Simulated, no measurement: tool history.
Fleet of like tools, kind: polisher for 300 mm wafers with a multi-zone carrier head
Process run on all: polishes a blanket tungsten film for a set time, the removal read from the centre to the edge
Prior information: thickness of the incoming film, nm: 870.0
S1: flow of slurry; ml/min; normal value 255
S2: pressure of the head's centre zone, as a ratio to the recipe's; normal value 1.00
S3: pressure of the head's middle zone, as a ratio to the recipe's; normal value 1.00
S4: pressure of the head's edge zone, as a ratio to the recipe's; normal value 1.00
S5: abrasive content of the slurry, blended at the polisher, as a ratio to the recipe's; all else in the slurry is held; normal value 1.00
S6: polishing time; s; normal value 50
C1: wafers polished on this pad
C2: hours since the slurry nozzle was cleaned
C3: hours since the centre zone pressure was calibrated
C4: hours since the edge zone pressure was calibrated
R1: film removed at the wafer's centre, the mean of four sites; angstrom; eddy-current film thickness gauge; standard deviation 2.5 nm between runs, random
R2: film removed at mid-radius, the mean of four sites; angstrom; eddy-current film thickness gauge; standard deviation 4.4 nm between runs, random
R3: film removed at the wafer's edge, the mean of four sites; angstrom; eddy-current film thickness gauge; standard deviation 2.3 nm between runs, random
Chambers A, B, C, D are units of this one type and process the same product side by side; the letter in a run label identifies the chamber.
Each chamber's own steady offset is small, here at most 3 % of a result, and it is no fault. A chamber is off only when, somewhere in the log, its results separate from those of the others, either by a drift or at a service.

At hour 6.6: chamber A: worn pad replaced by a new one.
Run 1D, hour 14.3: usual settings; C1 169; C2 151.7; C3 296.9; C4 222.4. Result: R1 2923.7 angstrom, R2 2995.4 angstrom, R3 2936.6 angstrom.
Run 2B, hour 23.2: usual settings; C1 370; C2 452.0; C3 383.3; C4 253.0. Result: R1 2985.2 angstrom, R2 2955.4 angstrom, R3 2966.0 angstrom.
At hour 27.8: chamber C: slurry nozzle cleaned.
Run 3C, hour 35.2: usual settings; C1 574; C2 7.4; C3 444.2; C4 995.2. Result: R1 3004.2 angstrom, R2 3026.4 angstrom, R3 2926.0 angstrom.
Run 4A, hour 50.9: usual settings; C1 343; C2 443.7; C3 937.4; C4 419.2. Result: R1 2911.7 angstrom, R2 2886.9 angstrom, R3 3016.5 angstrom.
At hour 53.2: chamber B: worn pad replaced by a new one.
Run 5A, hour 62.2: usual settings but S2 0.91; C1 431; C2 455.0; C3 948.7; C4 430.5. Result: R1 2643.6 angstrom, R2 2897.5 angstrom, R3 3042.9 angstrom.
Run 6C, hour 76.3: usual settings but S2 0.91; C1 892; C2 48.5; C3 485.3; C4 1036.3. Result: R1 2702.1 angstrom, R2 2923.6 angstrom, R3 2951.8 angstrom.
Run 7B, hour 84.7: usual settings but S2 0.91; C1 244; C2 513.5; C3 444.8; C4 314.5. Result: R1 2670.4 angstrom, R2 2969.3 angstrom, R3 2943.1 angstrom.
Run 8D, hour 97.8: usual settings but S2 0.91; C1 816; C2 235.2; C3 380.4; C4 305.9. Result: R1 2587.2 angstrom, R2 2874.9 angstrom, R3 2971.5 angstrom.
At hour 101.7: chamber B: centre zone pressure recalibrated.
At hour 103.8: chamber D: worn pad replaced by a new one.
Run 9B, hour 112.9: usual settings; C1 463; C2 541.7; C3 11.2; C4 342.7. Result: R1 2962.1 angstrom, R2 2964.0 angstrom, R3 3007.0 angstrom.
At hour 125.3: chamber C: worn pad replaced by a new one.
Run 10C, hour 126.9: usual settings; C1 13; C2 99.1; C3 535.9; C4 1086.9. Result: R1 2985.9 angstrom, R2 2980.9 angstrom, R3 2907.6 angstrom.
At hour 131.9: chamber A: worn pad replaced by a new one.
Run 11A, hour 135.9: usual settings; C1 31; C2 528.7; C3 1022.4; C4 504.2. Result: R1 2963.5 angstrom, R2 2981.7 angstrom, R3 3066.6 angstrom.
At hour 140.0: chamber B: worn pad replaced by a new one.
Run 12D, hour 145.0: usual settings but S4 1.05, S5 0.85; C1 319; C2 282.4; C3 427.6; C4 353.1. Result: R1 2783.3 angstrom, R2 2808.2 angstrom, R3 2911.9 angstrom.
At hour 146.3: chamber A: slurry nozzle cleaned.
At hour 155.1: chamber A: centre zone pressure recalibrated.
Run 13D, hour 156.4: usual settings but S4 1.05, S5 0.85; C1 408; C2 293.8; C3 439.0; C4 364.5. Result: R1 2809.1 angstrom, R2 2917.5 angstrom, R3 2932.7 angstrom.
Run 14B, hour 165.0: usual settings but S4 1.05, S5 0.85; C1 194; C2 593.8; C3 63.3; C4 394.8. Result: R1 2829.3 angstrom, R2 2825.6 angstrom, R3 2968.2 angstrom.
Run 15C, hour 173.9: usual settings but S4 1.05, S5 0.85; C1 377; C2 146.1; C3 582.9; C4 1133.9. Result: R1 2870.7 angstrom, R2 2773.7 angstrom, R3 2903.3 angstrom.
Run 16A, hour 188.5: usual settings; C1 439; C2 42.3; C3 33.4; C4 556.8. Result: R1 2920.3 angstrom, R2 2921.9 angstrom, R3 3057.1 angstrom.
At hour 196.6: chamber B: edge zone pressure recalibrated.
Run 17A, hour 200.9: usual settings but S1 210 ml/min, S3 1.07; C1 535; C2 54.7; C3 45.8; C4 569.2. Result: R1 2870.5 angstrom, R2 3052.8 angstrom, R3 2984.6 angstrom.
Run 18C, hour 208.3: usual settings but S1 210 ml/min, S3 1.07; C1 643; C2 180.5; C3 617.3; C4 1168.3. Result: R1 2900.3 angstrom, R2 3046.4 angstrom, R3 2865.3 angstrom.
At hour 210.0: chamber D: worn pad replaced by a new one.
Run 19D, hour 219.8: usual settings but S1 210 ml/min, S3 1.07; C1 76; C2 357.2; C3 502.4; C4 427.9. Result: R1 2697.3 angstrom, R2 3058.2 angstrom, R3 2877.7 angstrom.
At hour 232.9: chamber B: worn pad replaced by a new one.
Run 20B, hour 234.3: usual settings but S1 210 ml/min, S3 1.07; C1 11; C2 663.1; C3 132.6; C4 37.7. Result: R1 2858.2 angstrom, R2 3093.6 angstrom, R3 2914.7 angstrom.
Run 21A, hour 247.4: usual settings; C1 895; C2 101.2; C3 92.3; C4 615.7. Result: R1 2936.3 angstrom, R2 2939.1 angstrom, R3 3075.9 angstrom.
Run 22C, hour 258.9: usual settings; C1 1035; C2 231.1; C3 667.9; C4 1218.9. Result: R1 2981.0 angstrom, R2 2957.5 angstrom, R3 2932.8 angstrom.
Run 23D, hour 270.2: usual settings; C1 466; C2 407.6; C3 552.8; C4 478.3. Result: R1 2705.8 angstrom, R2 2966.4 angstrom, R3 2957.0 angstrom.
At hour 273.0: chamber A: worn pad replaced by a new one.
Run 24B, hour 283.6: usual settings; C1 393; C2 712.4; C3 181.9; C4 87.0. Result: R1 2944.4 angstrom, R2 2967.9 angstrom, R3 2935.6 angstrom.
Run 25B, hour 292.8: usual settings but S2 0.93, S4 1.09; C1 464; C2 721.6; C3 191.1; C4 96.2. Result: R1 2751.0 angstrom, R2 2930.6 angstrom, R3 3121.2 angstrom.
Run 26D, hour 308.8: usual settings but S2 0.93, S4 1.09; C1 765; C2 446.2; C3 591.4; C4 516.9. Result: R1 2485.8 angstrom, R2 3005.6 angstrom, R3 3082.3 angstrom.
At hour 309.3: chamber B: slurry nozzle cleaned.
At hour 310.8: chamber C: centre zone pressure recalibrated.
Run 27C, hour 319.6: usual settings but S2 0.93, S4 1.09; C1 1506; C2 291.8; C3 8.8; C4 1279.6. Result: R1 2756.8 angstrom, R2 2960.9 angstrom, R3 3061.8 angstrom.
At hour 324.2: chamber B: worn pad replaced by a new one.
Run 28A, hour 335.7: usual settings but S2 0.93, S4 1.09; C1 486; C2 189.5; C3 180.6; C4 704.0. Result: R1 2708.0 angstrom, R2 2893.4 angstrom, R3 3209.3 angstrom.
At hour 337.7: chamber C: worn pad replaced by a new one.
At hour 342.3: chamber D: worn pad replaced by a new one.
Run 29C, hour 343.2: usual settings; C1 43; C2 315.4; C3 32.4; C4 1303.2. Result: R1 2962.7 angstrom, R2 2965.9 angstrom, R3 2908.2 angstrom.
Run 30B, hour 354.1: usual settings but S1 175 ml/min, S3 0.91; C1 232; C2 44.8; C3 252.4; C4 157.5. Result: R1 2742.1 angstrom, R2 2645.8 angstrom, R3 2859.6 angstrom.
Run 31A, hour 367.4: usual settings but S1 175 ml/min, S3 0.91; C1 731; C2 221.2; C3 212.3; C4 735.7. Result: R1 2785.9 angstrom, R2 2496.6 angstrom, R3 2947.7 angstrom.
Run 32D, hour 379.0: usual settings but S1 175 ml/min, S3 0.91; C1 284; C2 516.4; C3 661.6; C4 587.1. Result: R1 2478.5 angstrom, R2 2602.7 angstrom, R3 2851.9 angstrom.

Is one chamber off against the others, does the gauge drift, or is nothing wrong? If a chamber is off, say which, and what the likeliest cause is.

It is chamber D that slowly wanders off from its peers.
What lies behind it: centre zone's pressure below its setpoint, % = 10.4.

Chamber D could run next with any of the 4 candidate recipes listed below; each alters the usual settings, and their results appear as question marks. Which one brings its results back in line with what the other chambers deliver on the usual settings?
In line means no further than this from the other chambers' mean on the usual settings: R1 88.0 angstrom; R2 150.0 angstrom; R3 81.0 angstrom
Run 33D-1, hour 390.9: usual settings but S1 250 ml/min, S2 0.91, S3 1.03, S4 1.02, S6 49 s. Result: R1 ?, R2 ?, R3 ?.
Run 33D-2, hour 390.9: usual settings but S2 1.03, S3 0.99, S4 0.99. Result: R1 ?, R2 ?, R3 ?.
Run 33D-3, hour 390.9: usual settings but S2 0.97, S3 1.01, S4 1.01. Result: R1 ?, R2 ?, R3 ?.
Run 33D-4, hour 390.9: usual settings but S1 260 ml/min, S2 1.09, S3 0.97, S4 0.98, S6 51 s. Result: R1 ?, R2 ?, R3 ?.

On the usual settings, the other chambers give on average: R1 2953.4 angstrom; R2 2957.9 angstrom; R3 2985.0 angstrom
  run      R1      R2      R3
33D-1  2290.9  2985.9  2921.2
33D-2  2687.3  2944.7  2940.8
33D-3  2515.5  2999.3  2971.3
33D-4  2923.4  2954.6  2989.5
With 33D-4, the chamber falls back in line with the rest.
